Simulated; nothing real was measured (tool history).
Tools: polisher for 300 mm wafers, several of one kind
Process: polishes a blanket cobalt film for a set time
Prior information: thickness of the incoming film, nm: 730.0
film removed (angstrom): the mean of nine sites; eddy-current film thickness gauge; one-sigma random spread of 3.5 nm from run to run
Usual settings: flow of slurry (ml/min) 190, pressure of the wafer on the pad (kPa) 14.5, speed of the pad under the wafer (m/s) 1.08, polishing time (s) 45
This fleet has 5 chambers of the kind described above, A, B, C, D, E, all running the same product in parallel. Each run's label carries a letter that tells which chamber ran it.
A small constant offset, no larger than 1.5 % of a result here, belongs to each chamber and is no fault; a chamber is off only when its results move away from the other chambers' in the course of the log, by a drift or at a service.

run,day,flow of slurry (ml/min),pressure of the wafer on the pad (kPa),speed of the pad under the wafer (m/s),polishing time (s),wafers polished on this pad,hours since the slurry nozzle was cleaned,hours since the head pressure was calibrated,film removed (angstrom)
1C,0.412,190,14.5,1.08,45,236,134.4,124,2889
2D,0.762,190,14.5,1.08,45,716,29.1,31.5,2848.4
# day 0.988: chamber B: worn pad replaced by a new one
# day 1.029: chamber D: worn pad replaced by a new one
3B,1.158,190,14.5,1.08,45,52,412.7,661.6,2943
4E,1.608,190,14.5,1.08,45,566,297.8,347.7,2932.6
5A,1.917,190,14.5,1.08,45,680,351.3,794,2899.8
# day 2.079: chamber E: slurry nozzle cleaned
# day 2.254: chamber C: worn pad replaced by a new one
# day 2.304: chamber E: worn pad replaced by a new one
6D,2.392,190,14.5,1.08,45,422,68.2,70.6,2924.2
7E,2.662,190,14.5,1.08,45,112,14,373,2929.9
8C,2.971,190,14.5,1.08,45,222,195.8,185.4,2898.7
# day 3.2: chamber A: worn pad replaced by a new one
9B,3.467,190,14.5,1.08,45,768,468.1,717,2822.3
# day 3.592: chamber B: worn pad replaced by a new one
# day 3.704: chamber D: worn pad replaced by a new one
10A,3.779,190,14.5,1.08,45,179,396,838.7,2911
11E,4.254,190,14.5,1.08,45,605,52.2,411.2,3005.4
12C,4.492,190,14.5,1.08,45,694,232.3,221.9,2913.8
13B,4.988,190,14.5,1.08,45,432,504.6,753.5,2870.7
# day 5.121: chamber B: slurry nozzle cleaned
# day 5.262: chamber E: worn pad replaced by a new one
# day 5.379: chamber C: worn pad replaced by a new one
14D,5.446,190,18.6,1.08,45,539,141.5,143.9,3793.7
15A,5.838,190,18.6,1.08,45,817,445.4,888.1,3738.6
# day 5.883: chamber B: head pressure recalibrated
# day 6.004: chamber A: slurry nozzle cleaned
16A,6.292,190,18.6,1.08,45,958,7,899,3727.6
# day 6.346: chamber D: worn pad replaced by a new one
# day 6.612: chamber A: worn pad replaced by a new one
17E,6.658,190,18.6,1.08,45,432,109.9,468.9,3715.5
# day 6.921: chamber B: worn pad replaced by a new one
18D,7.158,190,18.6,1.08,45,252,182.6,185,3689
19B,7.558,190,14.5,1.22,60,198,58.6,40.3,4379
20C,8.004,190,14.5,1.22,60,814,316.6,306.2,4322.6
# day 8.042: chamber A: head pressure recalibrated
# day 8.088: chamber E: worn pad replaced by a new one
21C,8.412,190,14.5,1.22,60,940,326.4,316,4375.8
# day 8.5: chamber C: worn pad replaced by a new one
# day 8.554: chamber D: worn pad replaced by a new one
22E,8.8,190,14.5,1.22,60,221,161.3,520.3,4369.4
23B,9.212,190,14.5,1.22,60,711,98.3,80,4316
24D,9.642,190,14.5,1.08,45,337,242.2,244.6,2824.6
25A,10.088,190,14.5,1.08,45,1077,98.1,49.1,3176
# day 10.233: chamber B: worn pad replaced by a new one
26C,10.317,190,14.5,1.08,45,563,372.1,361.7,2888.2
# day 10.333: chamber E: worn pad replaced by a new one
# day 10.462: chamber A: worn pad replaced by a new one
27B,10.638,150,14.5,1.08,59,125,132.5,114.2,3707.2
# day 10.992: chamber C: worn pad replaced by a new one
28E,11.038,150,14.5,1.08,59,218,215,574,3651.8
29A,11.417,150,14.5,1.08,59,296,130,81,3981.9
# day 11.525: chamber D: worn pad replaced by a new one
30D,11.838,150,14.5,1.08,59,97,294.9,297.3,3638.9
31D,12.067,150,14.5,1.08,59,168,300.4,302.8,3550.7
32C,12.3,190,14.5,1.08,45,406,419.7,409.3,2839.2
33B,12.588,190,14.5,1.08,45,730,179.3,161,2842.6
# day 12.946: chamber E: worn pad replaced by a new one
34E,12.958,190,14.5,1.08,45,4,261.1,620.1,2919

For the next run the whole fleet of 5 chambers uses the same settings. Give each chamber's results:
35A,13.312,190,14.5,1.08,35,,,,?
35B,13.312,190,14.5,1.08,35,,,,?
35C,13.312,190,14.5,1.08,35,,,,?
35D,13.312,190,14.5,1.08,35,,,,?
35E,13.312,190,14.5,1.08,35,,,,?

run,film removed (angstrom)
35A,2497.1
35B,2262.8
35C,2259.7
35D,2186.8
35E,2280.9

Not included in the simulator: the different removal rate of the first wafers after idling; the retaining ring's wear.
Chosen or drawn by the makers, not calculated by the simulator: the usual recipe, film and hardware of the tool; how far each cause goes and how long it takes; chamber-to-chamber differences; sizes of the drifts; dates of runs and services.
